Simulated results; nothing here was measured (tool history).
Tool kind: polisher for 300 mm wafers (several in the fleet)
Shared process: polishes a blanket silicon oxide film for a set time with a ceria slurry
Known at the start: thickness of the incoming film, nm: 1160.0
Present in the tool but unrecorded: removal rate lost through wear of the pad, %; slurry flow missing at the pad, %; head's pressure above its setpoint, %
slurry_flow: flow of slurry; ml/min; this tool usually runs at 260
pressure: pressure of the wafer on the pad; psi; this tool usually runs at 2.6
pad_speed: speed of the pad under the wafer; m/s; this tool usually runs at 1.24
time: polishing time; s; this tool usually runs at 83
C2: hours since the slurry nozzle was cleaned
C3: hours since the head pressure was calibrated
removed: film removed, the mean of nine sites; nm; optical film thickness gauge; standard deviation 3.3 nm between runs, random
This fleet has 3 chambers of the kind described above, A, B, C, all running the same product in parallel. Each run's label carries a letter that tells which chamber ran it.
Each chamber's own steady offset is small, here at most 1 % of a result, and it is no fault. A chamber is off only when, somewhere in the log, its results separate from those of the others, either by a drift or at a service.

run 1A hour=11.1 | slurry_flow=260 pressure=2.6 pad_speed=1.24 time=83 | wafers_polished_on_this_pad=653 C2=459.3 C3=350.1 | removed=422.00
run 2C hour=19.6 | slurry_flow=260 pressure=2.6 pad_speed=1.24 time=83 | wafers_polished_on_this_pad=1235 C2=222.0 C3=72.1 | removed=420.30
-- hour=24.3 chamber C: worn pad replaced by a new one
run 3B hour=26.4 | slurry_flow=260 pressure=2.6 pad_speed=1.24 time=83 | wafers_polished_on_this_pad=507 C2=546.8 C3=118.7 | removed=417.54
-- hour=27.3 chamber C: slurry nozzle cleaned
run 4B hour=37.4 | slurry_flow=260 pressure=2.6 pad_speed=1.24 time=83 | wafers_polished_on_this_pad=606 C2=557.8 C3=129.7 | removed=415.04
-- hour=48.7 chamber B: slurry nozzle cleaned
run 5C hour=49.2 | slurry_flow=260 pressure=2.6 pad_speed=1.24 time=83 | wafers_polished_on_this_pad=225 C2=21.9 C3=101.7 | removed=419.32
run 6A hour=56.9 | slurry_flow=260 pressure=2.6 pad_speed=1.24 time=83 | wafers_polished_on_this_pad=1067 C2=505.1 C3=395.9 | removed=423.25
run 7C hour=64.3 | slurry_flow=260 pressure=2.6 pad_speed=1.24 time=83 | wafers_polished_on_this_pad=361 C2=37.0 C3=116.8 | removed=421.50
run 8B hour=72.9 | slurry_flow=260 pressure=2.6 pad_speed=1.24 time=83 | wafers_polished_on_this_pad=927 C2=24.2 C3=165.2 | removed=416.34
run 9A hour=83.3 | slurry_flow=260 pressure=2.6 pad_speed=1.24 time=83 | wafers_polished_on_this_pad=1306 C2=531.5 C3=422.3 | removed=423.45
-- hour=93.9 chamber B: worn pad replaced by a new one
run 10C hour=94.9 | slurry_flow=195 pressure=2.6 pad_speed=1.24 time=83 | wafers_polished_on_this_pad=638 C2=67.6 C3=147.4 | removed=412.43
run 11A hour=101.4 | slurry_flow=195 pressure=2.6 pad_speed=1.24 time=83 | wafers_polished_on_this_pad=1470 C2=549.6 C3=440.4 | removed=404.22
-- hour=102.4 chamber A: slurry nozzle cleaned
run 12B hour=107.0 | slurry_flow=195 pressure=2.6 pad_speed=1.24 time=83 | wafers_polished_on_this_pad=118 C2=58.3 C3=199.3 | removed=394.99
run 13A hour=115.3 | slurry_flow=260 pressure=2.6 pad_speed=1.24 time=83 | wafers_polished_on_this_pad=1595 C2=13.0 C3=454.3 | removed=411.73
run 14B hour=127.6 | slurry_flow=260 pressure=2.6 pad_speed=1.24 time=83 | wafers_polished_on_this_pad=304 C2=78.9 C3=219.9 | removed=416.61
run 15C hour=136.3 | slurry_flow=260 pressure=2.6 pad_speed=1.24 time=83 | wafers_polished_on_this_pad=1013 C2=109.0 C3=188.8 | removed=417.97
run 16A hour=142.8 | slurry_flow=260 pressure=2.6 pad_speed=0.98 time=83 | wafers_polished_on_this_pad=1844 C2=40.5 C3=481.8 | removed=327.95
run 17B hour=153.0 | slurry_flow=260 pressure=2.6 pad_speed=0.98 time=83 | wafers_polished_on_this_pad=534 C2=104.3 C3=245.3 | removed=324.61
run 18C hour=158.6 | slurry_flow=260 pressure=2.6 pad_speed=0.98 time=83 | wafers_polished_on_this_pad=1214 C2=131.3 C3=211.1 | removed=334.04
run 19B hour=170.0 | slurry_flow=260 pressure=2.6 pad_speed=1.24 time=83 | wafers_polished_on_this_pad=688 C2=121.3 C3=262.3 | removed=413.91
run 20C hour=179.9 | slurry_flow=260 pressure=2.6 pad_speed=1.24 time=83 | wafers_polished_on_this_pad=1407 C2=152.6 C3=232.4 | removed=421.02
run 21A hour=191.6 | slurry_flow=260 pressure=2.6 pad_speed=1.24 time=83 | wafers_polished_on_this_pad=2285 C2=89.3 C3=530.6 | removed=413.10
-- hour=193.8 chamber C: worn pad replaced by a new one
-- hour=198.1 chamber B: worn pad replaced by a new one
run 22C hour=198.6 | slurry_flow=260 pressure=2.6 pad_speed=1.24 time=83 | wafers_polished_on_this_pad=44 C2=171.3 C3=251.1 | removed=427.98
run 23A hour=208.2 | slurry_flow=260 pressure=2.6 pad_speed=1.24 time=83 | wafers_polished_on_this_pad=2436 C2=105.9 C3=547.2 | removed=404.42
run 24B hour=218.3 | slurry_flow=260 pressure=2.6 pad_speed=1.24 time=94 | wafers_polished_on_this_pad=183 C2=169.6 C3=310.6 | removed=477.32
run 25C hour=224.7 | slurry_flow=260 pressure=2.6 pad_speed=1.24 time=94 | wafers_polished_on_this_pad=280 C2=197.4 C3=277.2 | removed=468.24
run 26A hour=234.5 | slurry_flow=260 pressure=2.6 pad_speed=1.24 time=94 | wafers_polished_on_this_pad=2673 C2=132.2 C3=573.5 | removed=461.80
run 27B hour=240.9 | slurry_flow=260 pressure=2.6 pad_speed=1.24 time=83 | wafers_polished_on_this_pad=387 C2=192.2 C3=333.2 | removed=413.22
run 28A hour=248.4 | slurry_flow=260 pressure=2.6 pad_speed=1.24 time=83 | wafers_polished_on_this_pad=2799 C2=146.1 C3=587.4 | removed=407.27
run 29B hour=257.6 | slurry_flow=260 pressure=2.6 pad_speed=1.24 time=83 | wafers_polished_on_this_pad=538 C2=208.9 C3=349.9 | removed=413.90
run 30C hour=267.5 | slurry_flow=260 pressure=2.6 pad_speed=1.24 time=83 | wafers_polished_on_this_pad=667 C2=240.2 C3=320.0 | removed=419.00
run 31C hour=278.5 | slurry_flow=260 pressure=2.6 pad_speed=1.24 time=83 | wafers_polished_on_this_pad=766 C2=251.2 C3=331.0 | removed=419.32

Decide between three cases: one chamber stands off from its peers, the gauge reading all wafers drifts, or nothing is wrong past each chamber's small offset. Where a chamber is off, say which and what most likely put it there.

One chamber, A, drifts off from the rest bit by bit.
Likeliest cause: removal rate lost through wear of the pad, % = 5.1.
It could be hard to tell apart here from: head's pressure below its setpoint, %.

Here are 4 candidates for chamber A's next run, each the usual settings with a change, their results left as question marks. Which one brings its results back in line with what the others give on the usual settings?
To be in line, a result may differ from the other chambers' mean on the usual settings by at most: removed 12.00 nm
run 32A-1 hour=287.4 | slurry_flow=260 pressure=2.7 pad_speed=1.24 time=87 | removed=?
run 32A-2 hour=287.4 | slurry_flow=260 pressure=2.6 pad_speed=1.24 time=75 | removed=?
run 32A-3 hour=287.4 | slurry_flow=260 pressure=2.6 pad_speed=1.26 time=85 | removed=?
run 32A-4 hour=287.4 | slurry_flow=260 pressure=2.6 pad_speed=1.22 time=81 | removed=?

Other chambers, usual settings, mean: removed 417.24 nm
run=32A-1 removed=435.93
run=32A-2 removed=362.08
run=32A-3 removed=417.04
run=32A-4 removed=384.68
Change 32A-3 lands the chamber within the allowed miss of the other chambers.
